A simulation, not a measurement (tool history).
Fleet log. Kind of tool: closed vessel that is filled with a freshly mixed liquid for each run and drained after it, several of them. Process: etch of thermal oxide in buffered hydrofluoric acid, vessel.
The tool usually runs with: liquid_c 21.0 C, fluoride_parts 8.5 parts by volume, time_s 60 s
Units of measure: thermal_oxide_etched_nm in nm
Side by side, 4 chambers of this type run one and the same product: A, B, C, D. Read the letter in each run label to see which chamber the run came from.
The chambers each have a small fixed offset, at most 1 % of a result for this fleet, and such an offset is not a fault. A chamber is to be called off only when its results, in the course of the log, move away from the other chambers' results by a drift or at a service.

| run | day | liquid_c | fluoride_parts | time_s | hours since the thermometer was replaced | hours since the hydrofluoric acid flow meter was replaced | read-back film thickness of the thermal oxide reference wafer, read on the same gauge (nm) | thermal_oxide_etched_nm |
|---|---|---|---|---|---|---|---|---|
| 1D | 0.208 | 21.0 | 8.5 | 60 | 238.1 | 1034.0 | 149.97 | 66.586 |
| 2C | 0.408 | 21.0 | 8.5 | 60 | 782.7 | 1332.6 | 150.04 | 66.671 |
| 3B | 0.629 | 21.0 | 8.5 | 60 | 783.9 | 309.9 | 150.06 | 66.289 |
| 4A | 0.942 | 21.0 | 8.5 | 60 | 65.6 | 446.7 | 150.01 | 66.425 |
| 5D | 1.167 | 21.0 | 8.5 | 60 | 261.1 | 1057.0 | 150.03 | 66.645 |
| 6C | 1.350 | 21.0 | 8.5 | 60 | 805.3 | 1355.2 | 149.97 | 67.028 |
| 7A | 1.600 | 21.0 | 8.5 | 60 | 81.4 | 462.5 | 149.99 | 66.266 |
| 8B | 1.838 | 21.0 | 8.5 | 60 | 812.9 | 338.9 | 150.00 | 66.390 |
| 9D | 2.088 | 21.0 | 8.5 | 90 | 283.2 | 1079.1 | 149.99 | 99.200 |
| 10C | 2.258 | 21.0 | 8.5 | 90 | 827.1 | 1377.0 | 150.02 | 100.060 |
| 11A | 2.542 | 21.0 | 8.5 | 90 | 104.0 | 485.1 | 149.97 | 99.300 |
| 12B | 2.921 | 21.0 | 8.5 | 90 | 838.9 | 364.9 | 150.01 | 99.416 |
| 13D | 3.138 | 21.0 | 8.5 | 60 | 308.4 | 1104.3 | 149.99 | 66.581 |
| 14B | 3.396 | 21.0 | 8.5 | 60 | 850.3 | 376.3 | 150.00 | 65.932 |
| 15A | 3.679 | 21.0 | 8.5 | 60 | 131.3 | 512.4 | 149.96 | 66.387 |
| 16C | 3.933 | 21.0 | 8.5 | 60 | 867.3 | 1417.2 | 150.00 | 66.661 |
| 17D | 4.233 | 21.0 | 8.5 | 30 | 334.7 | 1130.6 | 150.01 | 33.487 |
| 18C | 4.433 | 21.0 | 8.5 | 30 | 879.3 | 1429.2 | 149.97 | 33.358 |
| 19A | 4.758 | 21.0 | 8.5 | 30 | 157.2 | 538.3 | 150.02 | 33.629 |
| 20B | 4.929 | 21.0 | 8.5 | 30 | 887.1 | 413.1 | 149.99 | 32.883 |
| 21C | 5.271 | 21.0 | 8.5 | 60 | 899.4 | 1449.3 | 150.04 | 66.627 |
| 22D | 5.583 | 21.0 | 8.5 | 60 | 367.1 | 1163.0 | 150.03 | 66.033 |
| 23A | 5.867 | 21.0 | 8.5 | 60 | 183.8 | 564.9 | 150.00 | 67.857 |
| 24B | 6.067 | 21.0 | 8.5 | 60 | 914.4 | 440.4 | 150.00 | 66.411 |
| 25D | 6.250 | 21.0 | 8.5 | 60 | 383.1 | 1179.0 | 149.99 | 66.750 |
| 26A | 6.471 | 21.0 | 8.5 | 60 | 198.3 | 579.4 | 150.00 | 68.829 |
| 27B | 6.667 | 23.5 | 8.5 | 60 | 928.8 | 454.8 | 150.00 | 76.934 |
| 28C | 6.904 | 23.5 | 8.5 | 60 | 938.6 | 1488.5 | 149.95 | 76.625 |
| 29D | 7.221 | 23.5 | 8.5 | 60 | 406.4 | 1202.3 | 150.02 | 76.466 |
| 30B | 7.558 | 23.5 | 8.5 | 60 | 950.2 | 476.2 | 149.99 | 76.094 |
| 31C | 7.821 | 21.0 | 8.5 | 60 | 960.6 | 1510.5 | 150.00 | 67.197 |
| 32A | 8.004 | 21.0 | 8.5 | 60 | 235.1 | 616.2 | 149.97 | 69.944 |
| 33D | 8.183 | 21.0 | 10.0 | 60 | 429.5 | 1225.4 | 149.98 | 58.475 |
| 34A | 8.400 | 21.0 | 10.0 | 60 | 244.6 | 625.7 | 149.98 | 60.316 |
| 35B | 8.746 | 21.0 | 10.0 | 60 | 978.7 | 504.7 | 150.01 | 58.370 |
| 36C | 8.971 | 21.0 | 10.0 | 60 | 988.2 | 1538.1 | 149.99 | 58.483 |

Does one chamber stand apart from the rest, does the shared gauge drift, or is all well apart from small per-chamber offsets? Give the chamber and the most likely cause, where there is one.

Little by little, chamber A moves away from the other chambers.
Likeliest cause: hydrofluoric acid flow above the setpoint (%) = 6.01.
The log might look much the same if the cause were instead: liquid hotter than its thermometer reads (K).

Which of the 4 candidates below, each the usual settings with something changed and its results left as question marks, puts chamber A back in line with what the other chambers give on the usual settings?
In line here means within this much of the mean the other chambers give on the usual settings: thermal_oxide_etched_nm 1.000 nm
| 37A-1 | 9.246 | 22.0 | 8.5 | 60 |  |  |  | ? |
| 37A-2 | 9.246 | 20.5 | 8.5 | 60 |  |  |  | ? |
| 37A-3 | 9.246 | 21.5 | 8.5 | 60 |  |  |  | ? |
| 37A-4 | 9.246 | 20.0 | 8.5 | 60 |  |  |  | ? |

Usual-settings mean across the other chambers: thermal_oxide_etched_nm 66.552 nm
| run | thermal_oxide_etched_nm |
|---|---|
| 37A-1 | 74.588 |
| 37A-2 | 68.709 |
| 37A-3 | 72.594 |
| 37A-4 | 66.817 |
37A-4 is the one that brings the chamber's results back in line with the other chambers.
